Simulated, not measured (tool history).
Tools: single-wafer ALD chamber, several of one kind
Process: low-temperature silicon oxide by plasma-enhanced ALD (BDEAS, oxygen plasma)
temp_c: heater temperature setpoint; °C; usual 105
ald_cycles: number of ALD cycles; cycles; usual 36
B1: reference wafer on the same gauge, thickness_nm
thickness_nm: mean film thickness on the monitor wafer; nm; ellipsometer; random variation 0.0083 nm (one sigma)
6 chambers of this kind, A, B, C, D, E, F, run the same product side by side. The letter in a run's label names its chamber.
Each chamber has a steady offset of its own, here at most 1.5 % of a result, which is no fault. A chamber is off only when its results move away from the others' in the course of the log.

run 1D day=0.15 | temp_c=105 ald_cycles=36 | B1=5.2392 | thickness_nm=5.0791
run 2C day=0.271 | temp_c=105 ald_cycles=36 | B1=5.2381 | thickness_nm=5.0263
run 3E day=0.45 | temp_c=105 ald_cycles=36 | B1=5.2372 | thickness_nm=5.0504
run 4B day=0.654 | temp_c=105 ald_cycles=36 | B1=5.2365 | thickness_nm=5.0237
run 5A day=0.904 | temp_c=105 ald_cycles=36 | B1=5.2375 | thickness_nm=5.096
run 6F day=1.179 | temp_c=105 ald_cycles=36 | B1=5.2372 | thickness_nm=5.0752
run 7E day=1.367 | temp_c=105 ald_cycles=41 | B1=5.2356 | thickness_nm=5.7626
run 8F day=1.592 | temp_c=105 ald_cycles=41 | B1=5.2356 | thickness_nm=5.7717
run 9B day=1.783 | temp_c=105 ald_cycles=41 | B1=5.2316 | thickness_nm=5.7266
run 10D day=1.925 | temp_c=105 ald_cycles=41 | B1=5.2318 | thickness_nm=5.7689
run 11C day=2.162 | temp_c=105 ald_cycles=41 | B1=5.2303 | thickness_nm=5.735
run 12A day=2.442 | temp_c=105 ald_cycles=41 | B1=5.2306 | thickness_nm=5.8149
run 13F day=2.633 | temp_c=105 ald_cycles=36 | B1=5.2284 | thickness_nm=5.058
run 14C day=2.879 | temp_c=105 ald_cycles=36 | B1=5.2272 | thickness_nm=5.0271
run 15E day=3.117 | temp_c=105 ald_cycles=36 | B1=5.227 | thickness_nm=5.0639
run 16B day=3.346 | temp_c=105 ald_cycles=36 | B1=5.2242 | thickness_nm=5.0244
run 17A day=3.558 | temp_c=105 ald_cycles=36 | B1=5.2231 | thickness_nm=5.1085
run 18D day=3.746 | temp_c=105 ald_cycles=36 | B1=5.2239 | thickness_nm=5.0477
run 19D day=3.925 | temp_c=105 ald_cycles=36 | B1=5.2233 | thickness_nm=5.0484
run 20B day=4.2 | temp_c=105 ald_cycles=36 | B1=5.2213 | thickness_nm=5.0235
run 21E day=4.392 | temp_c=105 ald_cycles=36 | B1=5.2213 | thickness_nm=5.0499
run 22C day=4.646 | temp_c=105 ald_cycles=36 | B1=5.2199 | thickness_nm=5.0272
run 23A day=4.925 | temp_c=105 ald_cycles=36 | B1=5.222 | thickness_nm=5.0859
run 24F day=5.171 | temp_c=105 ald_cycles=36 | B1=5.2175 | thickness_nm=5.0557
run 25E day=5.4 | temp_c=111 ald_cycles=31 | B1=5.2175 | thickness_nm=4.2944
run 26C day=5.525 | temp_c=111 ald_cycles=31 | B1=5.218 | thickness_nm=4.2877
run 27D day=5.729 | temp_c=111 ald_cycles=31 | B1=5.2161 | thickness_nm=4.2939
run 28B day=5.912 | temp_c=111 ald_cycles=31 | B1=5.2155 | thickness_nm=4.2581
run 29A day=6.071 | temp_c=111 ald_cycles=31 | B1=5.2142 | thickness_nm=4.3392
run 30F day=6.308 | temp_c=111 ald_cycles=31 | B1=5.2133 | thickness_nm=4.3065
run 31D day=6.517 | temp_c=105 ald_cycles=36 | B1=5.2123 | thickness_nm=5.0521
run 32A day=6.783 | temp_c=105 ald_cycles=36 | B1=5.211 | thickness_nm=5.0908
run 33C day=6.925 | temp_c=105 ald_cycles=36 | B1=5.2131 | thickness_nm=5.0319
run 34F day=7.179 | temp_c=105 ald_cycles=42 | B1=5.2111 | thickness_nm=5.8794
run 35B day=7.358 | temp_c=105 ald_cycles=42 | B1=5.2089 | thickness_nm=5.8241
run 36E day=7.538 | temp_c=105 ald_cycles=42 | B1=5.2095 | thickness_nm=5.8699
run 37F day=7.8 | temp_c=105 ald_cycles=42 | B1=5.2061 | thickness_nm=5.8764
run 38D day=8.054 | temp_c=105 ald_cycles=42 | B1=5.2052 | thickness_nm=5.8835

What goes on in this fleet: one chamber off, a drifting gauge, or nothing beyond the chambers' own small offsets? Name the chamber and the cause, if any.

The gauge drifts, so all chambers seem to drift together. No chamber is off.
Cause: gauge reads low (%) = 0.672.
